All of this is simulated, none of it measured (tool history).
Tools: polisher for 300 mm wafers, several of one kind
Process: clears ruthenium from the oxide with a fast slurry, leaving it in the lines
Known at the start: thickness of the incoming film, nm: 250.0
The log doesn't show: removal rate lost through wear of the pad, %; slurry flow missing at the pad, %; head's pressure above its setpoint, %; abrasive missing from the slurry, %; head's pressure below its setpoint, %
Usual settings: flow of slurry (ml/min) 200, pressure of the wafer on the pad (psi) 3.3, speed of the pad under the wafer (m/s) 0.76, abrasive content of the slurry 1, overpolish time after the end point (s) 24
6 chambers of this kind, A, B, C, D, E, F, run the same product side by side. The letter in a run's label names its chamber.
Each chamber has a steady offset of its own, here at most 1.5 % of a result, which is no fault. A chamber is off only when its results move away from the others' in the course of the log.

run,hour,flow of slurry (ml/min),pressure of the wafer on the pad (psi),speed of the pad under the wafer (m/s),abrasive content of the slurry,overpolish time after the end point (s),wafers polished on this pad,hours since the slurry nozzle was cleaned,hours since the head pressure was calibrated,hours since the slurry blender was calibrated,time until the end point was called (s),dishing of a wide line in a test structure (Å)
# hour 8.1: chamber F: head pressure recalibrated
1A,10.4,200,3.3,0.76,1,24,755,187.9,1334,285.6,80.965,427.73
# hour 12.4: chamber B: head pressure recalibrated
# hour 15.3: chamber F: worn pad replaced by a new one
# hour 18.9: chamber A: slurry blender recalibrated
2D,18.9,200,3.3,0.76,1,24,856,335,396.6,25.2,82.849,417.5
# hour 21.1: chamber C: slurry nozzle cleaned
# hour 27.7: chamber A: worn pad replaced by a new one
3B,28.1,200,3.3,0.76,1,24,347,523.1,15.7,468.2,83.735,416.97
4E,35.2,200,3.3,0.76,1,24,947,38.4,204.3,357.5,83.687,435.93
# hour 42: chamber A: head pressure recalibrated
5F,45.1,200,3.3,0.76,1,24,228,669.7,37.1,94.7,83.379,427.72
6C,50.8,200,3.3,0.76,1,24,678,29.8,147.7,127.8,84.819,420.41
7D,61.9,200,3.3,0.76,1,24,1186,378,439.6,68.2,81.354,426.56
# hour 70.6: chamber B: slurry blender recalibrated
8F,73,200,3.3,0.76,1,24,442,697.6,65,122.6,82.46,419.45
9C,79.9,200,3.3,0.76,1,24,901,58.9,176.8,156.9,84.239,431.13
10B,90.7,200,3.3,0.76,1,24,828,585.7,78.3,20.1,82.716,431.1
# hour 92.3: chamber E: worn pad replaced by a new one
# hour 93.2: chamber B: slurry nozzle cleaned
11A,98.7,200,3.3,0.76,1,24,545,276.2,56.7,79.8,82.792,428.1
# hour 103.4: chamber D: slurry nozzle cleaned
12E,105.4,200,3.3,0.76,1,24,100,108.6,274.5,427.7,82.023,416.1
# hour 109.7: chamber F: worn pad replaced by a new one
13E,113.8,200,2.6,0.76,1,36,165,117,282.9,436.1,104.97,471.41
# hour 116.8: chamber D: slurry blender recalibrated
14A,120.5,200,2.6,0.76,1,36,712,298,78.5,101.6,104.93,465.04
# hour 124.2: chamber A: worn pad replaced by a new one
# hour 125.7: chamber E: slurry blender recalibrated
# hour 126.3: chamber F: slurry nozzle cleaned
15B,130,200,2.6,0.76,1,36,1129,36.9,117.6,59.4,103.53,465.14
16F,139.9,200,2.6,0.76,1,36,231,13.6,131.9,189.5,106,468.98
17D,150.5,200,2.6,0.76,1,36,1866,47.1,528.2,33.8,103.7,497
# hour 152.9: chamber C: worn pad replaced by a new one
18C,156.8,200,2.6,0.76,1,36,30,135.8,253.7,233.8,104.67,465.4
19F,162.3,200,3.3,0.76,1,24,403,36,154.3,211.9,81.884,419.11
20C,173,200,3.3,0.76,1,24,154,152,269.9,250,83.192,432.6
# hour 179.1: chamber C: head pressure recalibrated
21E,182.5,200,3.3,0.76,1,24,692,185.7,351.6,56.9,81.56,405.94
22B,190.5,200,3.3,0.76,1,24,1594,97.4,178.1,119.9,82.541,425.68
# hour 195.1: chamber C: slurry blender recalibrated
# hour 196.3: chamber F: worn pad replaced by a new one
23A,200.2,200,3.3,0.76,1,24,583,377.7,158.2,181.3,82.658,405.69
# hour 203.2: chamber B: worn pad replaced by a new one
24D,208.4,200,3.3,0.76,1,24,2311,105,586.1,91.7,84.247,416.77
25C,218.1,200,3.3,0.76,1,24,500,197.1,39.1,23.1,84.844,420.81
26B,224,200,3.3,0.76,1,24,160,130.9,211.6,153.4,83.917,437.52
27A,232.5,200,3.3,0.76,1,24,831,410,190.5,213.6,83.032,425.35
# hour 233.3: chamber A: worn pad replaced by a new one
# hour 238.6: chamber E: slurry nozzle cleaned
28E,242.3,200,3.3,0.76,1,24,1151,3.8,411.4,116.7,80.83,432.55
# hour 242.7: chamber D: slurry blender recalibrated
29D,248,200,3.3,0.76,1,24,2614,144.6,625.7,5.4,87.845,415.8
30F,254.7,200,3.3,0.76,1,24,448,128.4,246.7,304.3,82.915,438.17
# hour 259.1: chamber F: slurry blender recalibrated
31C,260.4,200,3.3,0.76,1,24,825,239.4,81.4,65.4,83.26,422.44
32B,266.2,200,3.3,0.76,1,24,484,173.1,253.8,195.6,84.545,447.23
# hour 269.5: chamber E: worn pad replaced by a new one
33D,273.7,200,3.3,0.76,1,24,2812,170.3,651.4,31.1,87.608,409.61
34F,280.3,200,3.3,0.76,1,24,644,154,272.3,21.3,82.519,415.84
35A,285.8,200,3.3,0.76,1,24,403,463.3,243.8,266.9,82.312,416.65
# hour 288.6: chamber D: head pressure recalibrated
36E,297,200,3.3,0.76,1,24,211,58.5,466.1,171.4,82.779,434.13
37F,302.9,145,3.3,0.76,1,31,818,176.6,294.9,43.9,87.667,467.39
38B,311.3,145,3.3,0.76,1,31,830,218.2,298.9,240.7,87.197,490.93
39A,322,145,3.3,0.76,1,31,680,499.5,280,303.1,86.105,479.53
40D,331.2,145,3.3,0.76,1,31,3253,227.8,42.7,88.6,94.909,447.68
41E,342.5,145,3.3,0.76,1,31,560,104,511.6,216.9,89.15,462.42
# hour 346.8: chamber C: worn pad replaced by a new one
42C,351.9,145,3.3,0.76,1,31,39,330.9,172.9,156.9,88.225,487.33

Is one chamber off against the others, does the gauge drift, or is nothing wrong? If a chamber is off, say which, and what the likeliest cause is.

Chamber D drifts away from the others.
Cause: removal rate lost through wear of the pad, % = 12.2.

Here are 4 candidates for chamber D's next run, each the usual settings with a change, their results left as question marks. Which one brings its results back in line with what the others give on the usual settings?
In line means no further than this from the other chambers' mean on the usual settings: time until the end point was called (s) 3.5; dishing of a wide line in a test structure (Å) 37
43D-1,360.2,200,3,0.7,0.95,24,,,,,?,?
43D-2,360.2,200,3.6,0.82,1.05,24,,,,,?,?
43D-3,360.2,200,3.1,0.72,1,24,,,,,?,?
43D-4,360.2,200,3.5,0.8,1,24,,,,,?,?

The other chambers' mean on the usual settings: time until the end point was called (s) 83.097; dishing of a wide line in a test structure (Å) 424.99
run,time until the end point was called (s),dishing of a wide line in a test structure (Å)
43D-1,114.48,343.95
43D-2,77.938,440.85
43D-3,105.21,364.57
43D-4,83.981,421.6
43D-4 brings the chamber back in line.

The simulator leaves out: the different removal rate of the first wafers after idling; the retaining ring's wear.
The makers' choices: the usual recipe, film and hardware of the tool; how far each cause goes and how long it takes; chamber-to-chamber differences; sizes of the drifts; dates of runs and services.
